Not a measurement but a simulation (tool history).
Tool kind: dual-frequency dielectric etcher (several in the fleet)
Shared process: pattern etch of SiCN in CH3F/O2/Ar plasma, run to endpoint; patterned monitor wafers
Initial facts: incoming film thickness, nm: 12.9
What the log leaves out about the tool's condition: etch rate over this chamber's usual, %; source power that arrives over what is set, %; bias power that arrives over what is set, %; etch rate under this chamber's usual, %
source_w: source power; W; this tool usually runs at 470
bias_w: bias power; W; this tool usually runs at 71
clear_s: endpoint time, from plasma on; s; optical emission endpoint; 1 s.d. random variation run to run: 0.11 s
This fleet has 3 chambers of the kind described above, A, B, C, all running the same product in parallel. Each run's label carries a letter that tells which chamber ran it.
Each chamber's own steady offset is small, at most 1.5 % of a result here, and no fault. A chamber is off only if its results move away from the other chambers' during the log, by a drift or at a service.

run    day  source_w  bias_w  hours since the last wet clean  hours since the last source power generator calibration  hours since the last bias power generator calibration  clear_s
 1A  0.279       470      71                           272.5                                                   3280.1                                                 2442.1   32.792
 2C  0.512       470      71                           391.1                                                   1492.4                                                  361.9   32.149
 3B    0.8       470      71                            50.6                                                   1338.6                                                   44.1   32.929
     0.946  -- chamber C: source power generator calibrated
 4A  1.112       470      71                           292.5                                                   3300.1                                                 2462.1   32.712
 5C  1.296       470      71                           409.9                                                      8.5                                                  380.7   32.185
 6B  1.562       470      71                            68.9                                                   1356.9                                                   62.4     33.1
 7B  1.804       470      71                            74.7                                                   1362.7                                                   68.2   32.823
 8C  2.058       470      71                           428.2                                                     26.8                                                    399   32.217
 9A  2.212       470      71                           318.9                                                   3326.5                                                 2488.5   32.745
10A  2.371       470      71                           322.7                                                   3330.3                                                 2492.3   32.729
11B  2.608       470      71                              94                                                     1382                                                   87.5   32.846
12C  2.892       470      71                           448.2                                                     46.8                                                    419   32.219
13B  3.221       470      59                           108.7                                                   1396.7                                                  102.2   34.697
14C  3.412       470      59                           460.7                                                     59.3                                                  431.5   34.317
15A  3.708       470      59                           354.8                                                   3362.4                                                 2524.4    34.68
16B  3.883       470      71                           124.6                                                   1412.6                                                  118.1   32.976
17C  4.183       470      71                           479.2                                                     77.8                                                    450   31.988
18A  4.462       470      71                           372.9                                                   3380.5                                                 2542.5   32.662
19A    4.8       470      71                             381                                                   3388.6                                                 2550.6   32.681
20C  5.038       470      71                           499.7                                                     98.3                                                  470.5   32.271
21B   5.35       470      71                           159.8                                                   1447.8                                                  153.3   32.726
       5.4  -- chamber C: wet clean of the chamber
22C  5.646       470      71                             5.9                                                    112.9                                                  485.1   32.082
23B  5.888       470      71                           172.7                                                   1460.7                                                  166.2   32.862
24A  6.071       470      71                           411.5                                                   3419.1                                                 2581.1   32.728

All chambers now run identical settings, listed one chamber a line with results as question marks. What results will each chamber show?
25A  6.325       470      71                                                                                                                                                        ?
25B  6.325       470      71                                                                                                                                                        ?
25C  6.325       470      71                                                                                                                                                        ?

run  clear_s
25A   32.698
25B   32.737
25C   31.958

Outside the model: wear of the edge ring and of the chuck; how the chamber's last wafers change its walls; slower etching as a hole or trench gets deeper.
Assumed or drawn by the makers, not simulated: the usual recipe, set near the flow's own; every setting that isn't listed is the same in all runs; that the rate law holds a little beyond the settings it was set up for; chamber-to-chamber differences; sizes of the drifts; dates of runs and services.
